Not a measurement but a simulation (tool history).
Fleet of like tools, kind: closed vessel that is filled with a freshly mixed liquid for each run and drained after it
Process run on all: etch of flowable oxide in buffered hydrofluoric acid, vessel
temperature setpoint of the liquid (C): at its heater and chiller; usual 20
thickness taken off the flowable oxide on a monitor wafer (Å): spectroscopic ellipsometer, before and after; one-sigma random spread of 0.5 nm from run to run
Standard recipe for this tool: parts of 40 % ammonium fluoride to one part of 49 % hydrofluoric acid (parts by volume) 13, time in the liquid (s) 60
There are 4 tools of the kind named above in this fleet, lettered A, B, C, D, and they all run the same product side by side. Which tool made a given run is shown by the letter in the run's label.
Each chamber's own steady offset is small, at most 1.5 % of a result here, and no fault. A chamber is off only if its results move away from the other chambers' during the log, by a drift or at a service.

run,hour,temperature setpoint of the liquid (C),parts of 40 % ammonium fluoride to one part of 49 % hydrofluoric acid (parts by volume),time in the liquid (s),"read-back film thickness of the flowable oxide reference wafer, read on the same gauge (nm)",thickness taken off the flowable oxide on a monitor wafer (Å)
1A,11.2,20,13,60,149.99,682.36
2C,17.7,20,13,60,149.98,675.8
3B,26.1,20,13,60,149.99,671.43
4D,36.8,20,13,60,149.98,660.84
5C,47.9,20,13,60,149.98,668.79
6B,55,20,13,60,150.02,675.53
7A,63.2,20,13,60,150.01,671.15
8D,75.3,20,13,60,149.98,663.41
9D,82.3,20,13,60,150.02,664.29
10B,88.6,20,13,35,149.99,383.97
11C,95.7,20,13,35,150,395.72
12A,103.8,20,13,35,149.99,391.89
13A,116.8,20,13,35,150,392.34
14D,126.8,20,13,60,149.96,656.36
15B,136,24.5,13,60,150,858.29
16C,146.3,24.5,13,60,150.02,884.35
17C,157.9,24.5,13,60,150.01,866.53
18D,169,24.5,13,60,149.97,841.95
19A,180.6,20,13,45,149.99,497.41
20B,188.2,20,13,45,149.99,493.89
21B,200.4,20,13,45,150.01,504.53
22A,206.6,20,13,45,150.01,502.95
23C,219.5,20,13,60,149.97,696.22
24D,227.6,21.5,13,60,149.99,713.42
25D,238,21.5,13,60,150.02,708.64
26A,249.3,21.5,13,60,149.97,729.15
27B,261.8,21.5,13,60,149.98,725.07
28C,273.7,20,13,60,149.98,714.72
29C,283.2,20,13,60,150.01,705.75
30D,292.3,20,13,60,150.05,660.15
31B,305.6,20,13,60,149.99,669.46
32A,317,20,13,60,149.96,660.55
33D,327.1,20,13,60,150.01,648.96
34C,338.1,20,13,60,150,726.9
35A,348.1,20,13,60,149.97,663.34
36B,354.3,20,13,60,150,663.03
37B,365.5,20,13,60,150.01,667.35
38D,372.7,20,13,60,149.98,654.19
39C,379.5,20,13,60,150,736.92
40A,386.7,20,13,60,150.03,668.75
41B,395.8,20,13,60,150.02,672.81
42C,401.9,20,13,60,150,739.29

Has any chamber moved away from the others, gradually or after a service, or does the common gauge drift, or do the chambers differ only by their own small steady offsets? State the chamber and the most likely cause if one applies.

One chamber, C, drifts off from the rest bit by bit.
Likeliest cause: liquid hotter than its thermometer reads (K) = 1.91.
The log may not separate it from: hydrofluoric acid flow above the setpoint (%).

Below are 4 candidate recipes for chamber C's next run, each the usual settings with a change, their results shown as question marks. Which of them brings C's results back in line with what the other chambers give on the usual settings?
To be in line, a result may differ from the other chambers' mean on the usual settings by at most: thickness taken off the flowable oxide on a monitor wafer (Å) 17
43C-1,411.6,20.5,12.5,60,,?
43C-2,411.6,19.5,13,55,,?
43C-3,411.6,19,13,60,,?
43C-4,411.6,20,11.5,60,,?

The other chambers' mean on the usual settings: thickness taken off the flowable oxide on a monitor wafer (Å) 664.9
run,thickness taken off the flowable oxide on a monitor wafer (Å)
43C-1,792.71
43C-2,662.03
43C-3,702.42
43C-4,835.53
43C-2 puts the chamber back in line with the other chambers.

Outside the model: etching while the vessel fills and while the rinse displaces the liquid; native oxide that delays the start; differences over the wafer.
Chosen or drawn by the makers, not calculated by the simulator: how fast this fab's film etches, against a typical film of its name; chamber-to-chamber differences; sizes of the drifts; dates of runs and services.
